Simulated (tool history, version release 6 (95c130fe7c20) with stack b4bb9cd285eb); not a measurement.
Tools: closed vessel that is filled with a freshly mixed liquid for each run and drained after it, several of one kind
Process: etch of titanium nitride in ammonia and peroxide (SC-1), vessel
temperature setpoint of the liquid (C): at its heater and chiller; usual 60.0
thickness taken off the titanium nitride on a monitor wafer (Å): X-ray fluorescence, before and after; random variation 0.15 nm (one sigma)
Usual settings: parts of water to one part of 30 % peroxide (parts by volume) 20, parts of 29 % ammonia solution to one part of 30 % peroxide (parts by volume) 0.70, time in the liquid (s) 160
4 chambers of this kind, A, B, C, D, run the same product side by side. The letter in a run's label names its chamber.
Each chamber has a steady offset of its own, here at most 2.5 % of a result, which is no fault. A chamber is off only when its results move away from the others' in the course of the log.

run	hour	temperature setpoint of the liquid (C)	parts of water to one part of 30 % peroxide (parts by volume)	parts of 29 % ammonia solution to one part of 30 % peroxide (parts by volume)	time in the liquid (s)	read-back film thickness of the titanium nitride reference wafer, read on the same gauge (nm)	thickness taken off the titanium nitride on a monitor wafer (Å)
1B	6.2	60.0	20	0.70	160	89.995	195.22
2A	10.4	60.0	20	0.70	160	89.994	187.55
3D	16.3	60.0	20	0.70	160	90.007	193.85
4C	21.9	60.0	20	0.70	160	89.990	190.54
5A	27.4	60.0	20	0.70	160	90.004	191.34
6B	33.2	60.0	20	0.70	160	89.997	198.48
7C	36.2	60.0	20	0.70	160	89.963	193.98
8D	41.2	60.0	20	0.70	160	89.974	188.94
9B	46.5	60.0	20	0.70	160	89.998	194.65
10A	49.7	60.0	20	0.70	160	89.989	187.63
11D	56.1	60.0	20	0.85	160	89.988	194.25
12C	59.8	60.0	20	0.85	160	89.983	200.10
13C	64.4	60.0	20	0.85	160	90.036	199.26
14D	70.7	60.0	20	0.85	160	89.993	188.21
15B	74.8	69.5	20	0.70	160	90.002	356.53
16A	79.7	69.5	20	0.70	160	90.017	353.06
17D	85.7	69.5	20	0.70	160	90.004	329.01
18A	89.6	69.5	20	0.70	160	89.990	346.98
19B	92.8	60.0	20	0.70	160	90.011	196.80
20C	95.8	60.0	20	0.90	195	89.999	244.84
# hour 101.3: chamber A: thermometer replaced
21A	102.0	60.0	20	0.90	195	90.008	241.32
22D	107.2	60.0	20	0.90	195	90.006	228.54
23B	112.7	60.0	20	0.90	195	90.006	247.44
24C	118.8	60.0	20	0.70	160	89.976	191.87
25C	122.3	60.0	20	0.70	160	90.009	192.58
26B	126.0	67.5	20	0.70	160	90.003	315.87
27D	131.4	67.5	20	0.70	160	89.986	281.82
# hour 132.8: chamber A: ammonia flow meter replaced
28A	137.3	67.5	20	0.70	160	90.010	305.18

What goes on in this fleet: one chamber off, a drifting gauge, or nothing beyond the chambers' own small offsets? Name the chamber and the cause, if any.

Chamber D drifts away from the others.
Cause: liquid colder than its thermometer reads (K) = 1.72.

Here are 4 candidates for chamber D's next run, each the usual settings with a change, their results left as question marks. Which one brings its results back in line with what the others give on the usual settings?
In line means no further than this from the other chambers' mean on the usual settings: thickness taken off the titanium nitride on a monitor wafer (Å) 5.40
29D-1	141.9	60.0	21.5	0.70	160		?
29D-2	141.9	60.5	20.0	0.70	160		?
29D-3	141.9	59.0	20.5	0.70	155		?
29D-4	141.9	60.0	19.0	0.70	175		?

The other chambers' mean on the usual settings: thickness taken off the titanium nitride on a monitor wafer (Å) 192.48
run	thickness taken off the titanium nitride on a monitor wafer (Å)
29D-1	164.29
29D-2	176.82
29D-3	152.78
29D-4	192.31
29D-4 brings the chamber back in line.
